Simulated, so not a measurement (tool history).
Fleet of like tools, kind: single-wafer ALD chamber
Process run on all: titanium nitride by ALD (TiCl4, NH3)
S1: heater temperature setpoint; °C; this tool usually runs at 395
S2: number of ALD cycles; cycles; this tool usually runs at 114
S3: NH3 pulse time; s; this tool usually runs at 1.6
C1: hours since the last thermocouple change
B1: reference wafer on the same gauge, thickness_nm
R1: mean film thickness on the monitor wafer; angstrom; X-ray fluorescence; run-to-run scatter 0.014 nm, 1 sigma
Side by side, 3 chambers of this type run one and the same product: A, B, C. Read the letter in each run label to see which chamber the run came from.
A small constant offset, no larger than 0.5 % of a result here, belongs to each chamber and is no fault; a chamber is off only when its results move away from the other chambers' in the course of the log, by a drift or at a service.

run	hour	S1	S2	S3	C1	B1	R1
1A	3.7	395	114	1.6	2096	2.7721	24.896
2B	5.6	395	114	1.6	481.8	2.769	24.771
3C	8.5	395	114	1.6	2099.2	2.7709	24.824
4C	11	395	114	1.6	2101.7	2.7729	24.771
5B	15.2	395	114	1.6	491.4	2.7702	24.82
6A	18.7	395	114	1.6	2111	2.7684	24.566
7B	21	395	114	1.6	497.2	2.769	24.697
8A	24.8	395	114	1.6	2117.1	2.7669	25.062
9C	28.9	395	114	1.6	2119.6	2.77	24.876
10A	31.3	395	114	1.6	2123.6	2.7678	24.818
11C	33.8	395	131	1.6	2124.5	2.7645	28.508
12B	36.3	395	131	1.6	512.5	2.7647	28.526
13A	40	395	131	1.6	2132.3	2.7685	28.543
14B	42.1	395	114	1.6	518.3	2.7698	24.737
15C	44.5	395	114	1.6	2135.2	2.7701	24.585
16A	46.4	395	114	1.6	2138.7	2.7739	24.791
17C	50.4	395	114	1.6	2141.1	2.7709	25.091
18B	53.9	395	114	1.6	530.1	2.7685	24.963
19A	58.1	390	128	1.6	2150.4	2.7674	27.627
20B	61.2	390	128	1.6	537.4	2.7683	27.795
# hour 62.4: chamber A: thermocouple changed; heater temperature recalibrated
21C	63.5	390	128	1.6	2154.2	2.7699	27.313
22C	67.6	395	114	1.6	2158.3	2.7715	24.731
23A	71.4	395	114	1.6	9	2.7728	24.87
24B	75.1	395	114	1.6	551.3	2.7712	24.83
25A	78.1	395	114	1.6	15.7	2.769	24.913
26B	80.3	395	114	1.6	556.5	2.7716	24.862
27C	82.9	395	114	1.6	2173.6	2.769	24.517
28C	85.8	395	114	1.6	2176.5	2.7716	24.429
29B	89.3	395	114	1.6	565.5	2.7692	24.442
30A	91.8	395	114	1.6	29.4	2.7704	25.221

Is one chamber off against the others, does the gauge drift, or is nothing wrong? If a chamber is off, say which, and what the likeliest cause is.

No chamber stands off beyond its own small offset, and the gauge holds steady.

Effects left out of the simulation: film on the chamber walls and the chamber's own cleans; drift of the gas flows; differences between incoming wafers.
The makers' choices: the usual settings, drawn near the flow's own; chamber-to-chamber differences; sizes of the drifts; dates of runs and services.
